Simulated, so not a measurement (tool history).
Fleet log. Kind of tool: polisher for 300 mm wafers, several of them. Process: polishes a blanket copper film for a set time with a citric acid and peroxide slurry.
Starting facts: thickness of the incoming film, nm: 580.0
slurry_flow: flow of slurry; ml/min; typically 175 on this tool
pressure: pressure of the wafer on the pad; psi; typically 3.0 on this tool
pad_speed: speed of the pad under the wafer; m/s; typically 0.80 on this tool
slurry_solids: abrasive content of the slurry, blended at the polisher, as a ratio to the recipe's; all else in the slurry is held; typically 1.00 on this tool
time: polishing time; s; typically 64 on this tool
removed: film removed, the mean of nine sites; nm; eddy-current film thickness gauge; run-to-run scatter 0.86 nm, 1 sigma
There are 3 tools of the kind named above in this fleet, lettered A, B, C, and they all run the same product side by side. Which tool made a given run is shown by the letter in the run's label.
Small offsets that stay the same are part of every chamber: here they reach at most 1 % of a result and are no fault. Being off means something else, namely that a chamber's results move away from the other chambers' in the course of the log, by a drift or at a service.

run	hour	slurry_flow	pressure	pad_speed	slurry_solids	time	removed
# hour 3.8: chamber B: slurry nozzle cleaned
1C	6.8	175	3.0	0.80	1.00	64	114.420
# hour 10.0: chamber B: slurry blender recalibrated
2A	11.7	175	3.0	0.80	1.00	64	113.210
3B	17.5	175	3.0	0.80	1.00	64	117.140
# hour 19.2: chamber C: slurry blender recalibrated
4C	23.3	175	3.0	0.80	1.00	64	115.270
5B	32.3	175	3.6	0.80	1.00	64	139.840
6A	39.3	175	3.6	0.80	1.00	64	135.400
7A	44.5	175	3.6	0.80	1.00	64	136.560
# hour 50.5: chamber A: worn pad replaced by a new one
8B	53.9	175	3.0	0.80	1.00	64	117.050
9C	64.1	175	3.0	0.80	1.00	64	114.190
# hour 72.7: chamber A: slurry blender recalibrated
10B	74.9	175	3.0	0.80	1.00	64	117.090
11C	83.3	175	3.0	0.80	1.00	64	114.730
12A	91.8	175	3.0	0.80	1.00	64	115.510
13B	98.8	175	3.0	0.80	1.00	64	116.880
# hour 101.9: chamber B: worn pad replaced by a new one
# hour 104.9: chamber A: head pressure recalibrated
# hour 107.1: chamber C: worn pad replaced by a new one
14C	107.9	175	3.0	0.80	1.00	64	115.160
# hour 109.6: chamber A: slurry nozzle cleaned
15A	114.6	175	3.0	0.80	0.80	52	88.172
16C	122.6	175	3.0	0.80	0.80	52	90.285
# hour 128.9: chamber B: slurry blender recalibrated
17B	129.8	175	3.0	0.80	0.80	52	91.061
18A	138.8	175	3.0	0.80	1.00	64	114.410
19C	144.1	175	3.0	0.80	1.00	64	114.460
# hour 147.0: chamber A: worn pad replaced by a new one
20B	152.6	175	3.0	0.80	1.00	64	116.740
21A	160.4	175	3.0	0.80	1.00	64	114.110
22B	165.8	175	3.0	0.80	1.00	64	116.040
23A	175.9	175	3.0	0.62	1.00	64	90.085
24C	186.6	175	3.0	0.62	1.00	64	89.829
25B	194.2	175	3.0	0.62	1.00	64	90.470
26A	200.0	175	3.0	0.80	1.00	64	114.770
27C	208.0	175	3.0	0.80	1.00	64	113.310
28C	218.4	175	3.0	0.80	1.00	64	113.630
29B	227.7	175	3.0	0.80	0.80	80	140.000
# hour 229.5: chamber B: slurry blender recalibrated
# hour 233.8: chamber A: worn pad replaced by a new one
# hour 235.8: chamber B: head pressure recalibrated
30A	235.8	175	3.0	0.80	0.80	80	135.480
31B	240.8	175	3.0	0.80	0.80	80	137.900
32A	249.3	175	3.0	0.80	1.00	64	113.310
# hour 252.2: chamber B: worn pad replaced by a new one
33C	260.2	175	3.0	0.80	1.00	64	113.570
34A	265.5	175	3.0	0.80	1.00	64	113.890
# hour 273.0: chamber C: worn pad replaced by a new one
35B	273.3	175	3.0	0.80	1.25	64	122.420
36C	282.4	175	3.0	0.80	1.25	64	120.900
37B	293.0	175	3.0	0.80	1.25	64	122.080
38C	301.7	175	3.0	0.80	1.00	64	115.380
39A	308.2	175	3.0	0.80	1.00	64	114.060

Does one chamber stand apart from the rest, does the shared gauge drift, or is all well apart from small per-chamber offsets? Give the chamber and the most likely cause, where there is one.

Beyond each chamber's small constant offset nothing stands out, and the gauge stays steady.
